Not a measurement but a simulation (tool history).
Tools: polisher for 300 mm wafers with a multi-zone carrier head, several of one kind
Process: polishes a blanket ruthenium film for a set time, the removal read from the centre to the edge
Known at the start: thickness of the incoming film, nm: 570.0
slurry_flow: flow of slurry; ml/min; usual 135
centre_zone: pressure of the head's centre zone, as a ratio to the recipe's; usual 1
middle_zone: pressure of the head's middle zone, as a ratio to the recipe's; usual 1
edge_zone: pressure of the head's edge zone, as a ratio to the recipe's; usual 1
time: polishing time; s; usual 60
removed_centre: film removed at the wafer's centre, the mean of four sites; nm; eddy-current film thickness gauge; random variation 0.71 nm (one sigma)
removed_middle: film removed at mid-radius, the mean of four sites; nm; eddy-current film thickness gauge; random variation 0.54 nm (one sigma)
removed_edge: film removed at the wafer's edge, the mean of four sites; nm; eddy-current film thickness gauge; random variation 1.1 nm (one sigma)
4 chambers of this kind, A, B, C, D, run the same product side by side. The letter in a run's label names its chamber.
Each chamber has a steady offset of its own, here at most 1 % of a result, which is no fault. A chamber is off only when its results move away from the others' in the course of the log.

| run | hour | slurry_flow | centre_zone | middle_zone | edge_zone | time | removed_centre | removed_middle | removed_edge |
|---|---|---|---|---|---|---|---|---|---|
| 1D | 7.8 | 135 | 1 | 1 | 1 | 60 | 77.685 | 75.179 | 77.657 |
|  | 9.4 | chamber A: worn pad replaced by a new one |
| 2C | 15.4 | 135 | 1 | 1 | 1 | 60 | 77.273 | 76.598 | 76.2 |
| 3B | 26.5 | 135 | 1 | 1 | 1 | 60 | 77.344 | 75.731 | 77.451 |
|  | 31.4 | chamber C: worn pad replaced by a new one |
| 4A | 37.8 | 135 | 1 | 1 | 1 | 60 | 77.699 | 75.744 | 77.703 |
| 5D | 44.3 | 135 | 1 | 1 | 1 | 60 | 77.548 | 76.449 | 76.506 |
|  | 48.2 | chamber D: worn pad replaced by a new one |
| 6C | 54.5 | 135 | 1 | 1 | 1 | 60 | 76.285 | 75.789 | 76.093 |
| 7B | 65.7 | 135 | 1 | 1 | 1 | 60 | 76.317 | 76.62 | 76.164 |
|  | 68.5 | chamber A: worn pad replaced by a new one |
| 8A | 75.4 | 135 | 1 | 1 | 1 | 60 | 75.75 | 74.8 | 78.058 |
|  | 78.3 | chamber A: slurry nozzle cleaned |
| 9D | 85.3 | 135 | 1 | 1.05 | 1 | 60 | 75.672 | 79.986 | 76.938 |
| 10A | 96.3 | 135 | 1 | 1.05 | 1 | 60 | 77.37 | 79.46 | 76.92 |
| 11B | 102.1 | 135 | 1 | 1.05 | 1 | 60 | 78.523 | 79.684 | 75.76 |
|  | 105 | chamber D: worn pad replaced by a new one |
|  | 105.6 | chamber C: worn pad replaced by a new one |
| 12C | 112.7 | 135 | 1 | 1.05 | 1 | 60 | 75.941 | 80.843 | 74.296 |
|  | 119.3 | chamber B: worn pad replaced by a new one |
| 13C | 125.1 | 135 | 1 | 1 | 1 | 60 | 75.933 | 75.283 | 77.646 |
|  | 131.2 | chamber A: edge zone pressure recalibrated |
| 14A | 134.9 | 135 | 1 | 1.04 | 0.94 | 60 | 75.602 | 79.259 | 72.691 |
|  | 142.8 | chamber A: worn pad replaced by a new one |
| 15D | 143.4 | 135 | 1 | 1.04 | 0.94 | 60 | 75.873 | 79.754 | 73.94 |
| 16B | 150.2 | 135 | 1 | 1.04 | 0.94 | 60 | 77.381 | 79.242 | 74.522 |
| 17D | 159.9 | 135 | 1 | 1.04 | 0.94 | 60 | 76.383 | 79.793 | 72.055 |
| 18C | 166.6 | 135 | 1 | 1 | 1 | 60 | 77.22 | 75.054 | 75.927 |
| 19A | 172.5 | 135 | 1 | 1 | 1 | 60 | 76.072 | 76.077 | 76.265 |
|  | 174.9 | chamber C: worn pad replaced by a new one |
|  | 176.2 | chamber D: worn pad replaced by a new one |
|  | 177 | chamber B: slurry nozzle cleaned |
|  | 177.4 | chamber C: edge zone pressure recalibrated |
|  | 178.7 | chamber B: edge zone pressure recalibrated |
| 20B | 179.7 | 135 | 1 | 1 | 1 | 60 | 76.746 | 75.331 | 78.117 |
| 21A | 190.7 | 135 | 1 | 1 | 1 | 60 | 76.233 | 76.313 | 77.193 |
| 22C | 197.4 | 135 | 1 | 1 | 1.07 | 60 | 75.441 | 76.494 | 80.362 |
|  | 209 | chamber D: edge zone pressure recalibrated |
| 23D | 209.8 | 135 | 1 | 1 | 1.07 | 60 | 77.49 | 76.222 | 77.756 |
|  | 213.1 | chamber D: slurry nozzle cleaned |
|  | 216.8 | chamber A: worn pad replaced by a new one |
| 24B | 221.9 | 135 | 1 | 1 | 1.07 | 60 | 77.952 | 75.729 | 77.836 |
| 25C | 234 | 135 | 1 | 1 | 1.07 | 60 | 75.5 | 76.045 | 78.418 |
|  | 235.5 | chamber C: worn pad replaced by a new one |
|  | 239.4 | chamber B: worn pad replaced by a new one |
|  | 241.6 | chamber D: worn pad replaced by a new one |
|  | 241.7 | chamber C: slurry nozzle cleaned |
| 26D | 245.3 | 135 | 1 | 1 | 1 | 60 | 76.819 | 75.773 | 74.939 |
| 27A | 256 | 135 | 1 | 1 | 1 | 60 | 75.887 | 76.401 | 76.694 |
|  | 258.8 | chamber B: centre zone pressure recalibrated |
| 28B | 264.4 | 170 | 1 | 1 | 1 | 60 | 80.697 | 79.583 | 78.569 |
| 29B | 270.6 | 170 | 1 | 1 | 1 | 60 | 81.081 | 81.139 | 78.181 |
|  | 273 | chamber A: worn pad replaced by a new one |
| 30C | 278.1 | 170 | 1 | 1 | 1 | 60 | 79.649 | 79.493 | 79.34 |
| 31D | 286.7 | 170 | 1 | 1 | 1 | 60 | 79.534 | 81.105 | 78.026 |
|  | 293.3 | chamber A: slurry nozzle cleaned |
| 32A | 294.1 | 135 | 1 | 1 | 1 | 60 | 77.135 | 76.086 | 78.926 |
|  | 305.4 | chamber D: worn pad replaced by a new one |
| 33A | 305.6 | 135 | 1 | 1 | 1 | 60 | 76.732 | 76.527 | 76.872 |
|  | 310.2 | chamber C: worn pad replaced by a new one |
| 34D | 316 | 115 | 1 | 1 | 1 | 60 | 73.616 | 73.072 | 74.216 |
| 35B | 324.4 | 115 | 1 | 1 | 1 | 60 | 72.455 | 73.113 | 74.35 |
| 36C | 330 | 115 | 1 | 1 | 1 | 60 | 73.171 | 73.898 | 74.132 |

What goes on in this fleet: one chamber off, a drifting gauge, or nothing beyond the chambers' own small offsets? Name the chamber and the cause, if any.

No chamber stands off beyond its own small offset, and the gauge holds steady.

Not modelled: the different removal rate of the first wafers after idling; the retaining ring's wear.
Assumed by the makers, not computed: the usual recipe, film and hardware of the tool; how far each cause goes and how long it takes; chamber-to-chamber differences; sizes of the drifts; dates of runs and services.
